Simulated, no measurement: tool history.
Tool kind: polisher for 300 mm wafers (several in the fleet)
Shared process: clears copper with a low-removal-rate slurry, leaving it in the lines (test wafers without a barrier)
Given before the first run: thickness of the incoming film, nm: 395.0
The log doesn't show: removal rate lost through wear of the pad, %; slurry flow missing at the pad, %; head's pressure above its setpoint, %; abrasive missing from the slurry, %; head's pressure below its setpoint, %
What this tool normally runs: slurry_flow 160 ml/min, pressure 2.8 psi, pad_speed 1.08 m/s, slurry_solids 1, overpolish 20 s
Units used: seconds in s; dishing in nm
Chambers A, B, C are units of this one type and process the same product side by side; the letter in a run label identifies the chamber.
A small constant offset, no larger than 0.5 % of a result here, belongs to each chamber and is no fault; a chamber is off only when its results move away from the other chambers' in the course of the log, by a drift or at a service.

run   hour  slurry_flow  pressure  pad_speed  slurry_solids  overpolish  wafers polished on this pad  hours since the slurry nozzle was cleaned  hours since the head pressure was calibrated  hours since the slurry blender was calibrated  seconds  dishing
 1B   10.5          160       2.8       1.08              1          20                          447                                      134.1                                          1325                                          329.9    134.9   40.077
      18.1  -- chamber B: slurry blender recalibrated
 2A   20.2          160       2.8       1.08              1          20                          314                                      698.3                                         248.6                                            200   133.74   38.771
 3C   32.5          160       2.8       1.08              1          20                          351                                      633.6                                         472.5                                           60.7   132.32   39.375
 4B   39.3          160       2.8       1.08              1          20                          598                                      162.9                                        1353.8                                           21.3   132.21   39.492
 5C   46.9          160       2.8       1.08              1          20                          427                                        648                                         486.9                                           75.1   133.08   39.484
 6A     59          160       2.8       1.08              1          20                          518                                      737.1                                         287.4                                          238.8   132.02   39.752
 7C   70.4          160       2.8       1.08              1          20                          550                                      671.5                                         510.4                                           98.6   133.03   39.314
 8A   79.5          160       2.8       1.26            0.7          20                          626                                      757.6                                         307.9                                          259.3   121.33   41.611
 9B   85.2          160       2.8       1.26            0.7          20                          840                                      208.8                                        1399.7                                           67.2   123.03   43.517
      93.4  -- chamber A: worn pad replaced by a new one
10C   93.4          160       2.8       1.26            0.7          20                          672                                      694.5                                         533.4                                          121.6   123.52   42.223
11A  103.4          160       2.8       1.08              1          20                           53                                      781.5                                         331.8                                          283.2   134.81   39.995
12B  110.1          160       2.8       1.08              1          20                          971                                      233.7                                        1424.6                                           92.1   132.72    39.47
13C    120          160       2.8       1.08              1          20                          812                                      721.1                                           560                                          148.2    133.1   40.116
       128  -- chamber A: slurry nozzle cleaned
14A  130.3          160       2.8       1.08              1          20                          194                                        2.4                                         358.7                                          310.1   133.49   39.761
     136.6  -- chamber C: slurry nozzle cleaned
15B  140.9          160       2.8       1.08              1          20                         1134                                      264.5                                        1455.4                                          122.9   133.49   39.973
     142.2  -- chamber B: worn pad replaced by a new one
16C  148.4          160       2.8       1.08              1          20                          961                                       11.8                                         588.4                                          176.6   132.09   40.025
       150  -- chamber C: slurry blender recalibrated
17A  160.4          160       2.8       1.08              1          20                          353                                       32.5                                         388.8                                          340.2   131.42   40.481
18B  171.7          160       2.8       1.08              1          20                          155                                      295.3                                        1486.2                                          153.7   132.33   41.076
19C  178.4          160       2.8       1.26            1.1          20                         1119                                       41.8                                         618.4                                           28.4   111.83   46.516
     179.1  -- chamber B: head pressure recalibrated
20B  188.6          160       2.8       1.26            1.1          20                          244                                      312.2                                           9.5                                          170.6   118.96   44.563
     199.5  -- chamber C: worn pad replaced by a new one
21A  200.9          160       2.8       1.26            1.1          20                          566                                         73                                         429.3                                          380.7   111.04   45.877
22A  208.5          160       2.8       1.08              1          20                          606                                       80.6                                         436.9                                          388.3   134.12   39.327
23C  218.6          160       2.8       1.08              1          20                          101                                         82                                         658.6                                           68.6   132.09   40.093
24B  225.4          160       2.8       1.08              1          20                          438                                        349                                          46.3                                          207.4   140.37   38.244
     230.8  -- chamber A: slurry blender recalibrated
25B  234.1          160       2.8       1.08              1          20                          484                                      357.7                                            55                                          216.1   139.52   38.098
     234.2  -- chamber A: worn pad replaced by a new one
26A  243.9          160       2.8       1.08              1          20                           51                                        116                                         472.3                                           13.2   132.21   40.676
27C  253.9          160       2.8       1.08              1          20                          287                                      117.3                                         693.9                                          103.9   130.72   39.857
28B  264.4          160       2.8       1.08              1          20                          644                                        388                                          85.3                                          246.4   140.86   38.349
29C  273.5          160       2.8       1.08              1          20                          390                                      136.9                                         713.5                                          123.5   131.84   40.008
30A  280.2          160       2.8       1.36              1           9                          242                                      152.3                                         508.6                                           49.5    105.6   24.177
31A    293          160       2.8       1.36              1           9                          310                                      165.1                                         521.4                                           62.3   105.99   24.075
32B    300          160       2.8       1.36              1           9                          831                                      423.6                                         120.9                                            282   110.17   22.712
33C  308.7          160       2.8       1.08              1          20                          575                                      172.1                                         748.7                                          158.7   131.22   40.215
34B  318.8          160       2.8       1.08              1          20                          930                                      442.4                                         139.7                                          300.8   141.85   37.977
35A  329.7          160       2.8       1.08              1          20                          503                                      201.8                                         558.1                                             99   133.65   40.006
     335.8  -- chamber C: slurry blender recalibrated
36C  336.8          160       2.8       1.08              1          20                          723                                      200.2                                         776.8                                            1.1   134.49   39.286
     346.1  -- chamber B: worn pad replaced by a new one
37A  346.9          160       2.8       1.08              1          20                          594                                        219                                         575.3                                          116.2   133.63   40.226
38B    357          120       2.8       1.08            1.2          20                           57                                      480.6                                         177.9                                            339   141.58   37.928
     361.7  -- chamber A: worn pad replaced by a new one
39C  364.7          120       2.8       1.08            1.2          20                          870                                      228.1                                         804.7                                             29    135.2   40.198
40A  375.7          120       2.8       1.08            1.2          20                           74                                      247.8                                         604.1                                            145   135.76   39.371

Next, all 3 chambers run the settings below, one line each with question marks for the results. What does each chamber give?
41A  384.9          160       2.8       1.08              1          20                                                                                                                                                                             ?        ?
41B  384.9          160       2.8       1.08              1          20                                                                                                                                                                             ?        ?
41C  384.9          160       2.8       1.08              1          20                                                                                                                                                                             ?        ?

run  seconds  dishing
41A   129.72   39.422
41B   140.41   38.067
41C   130.75   41.251
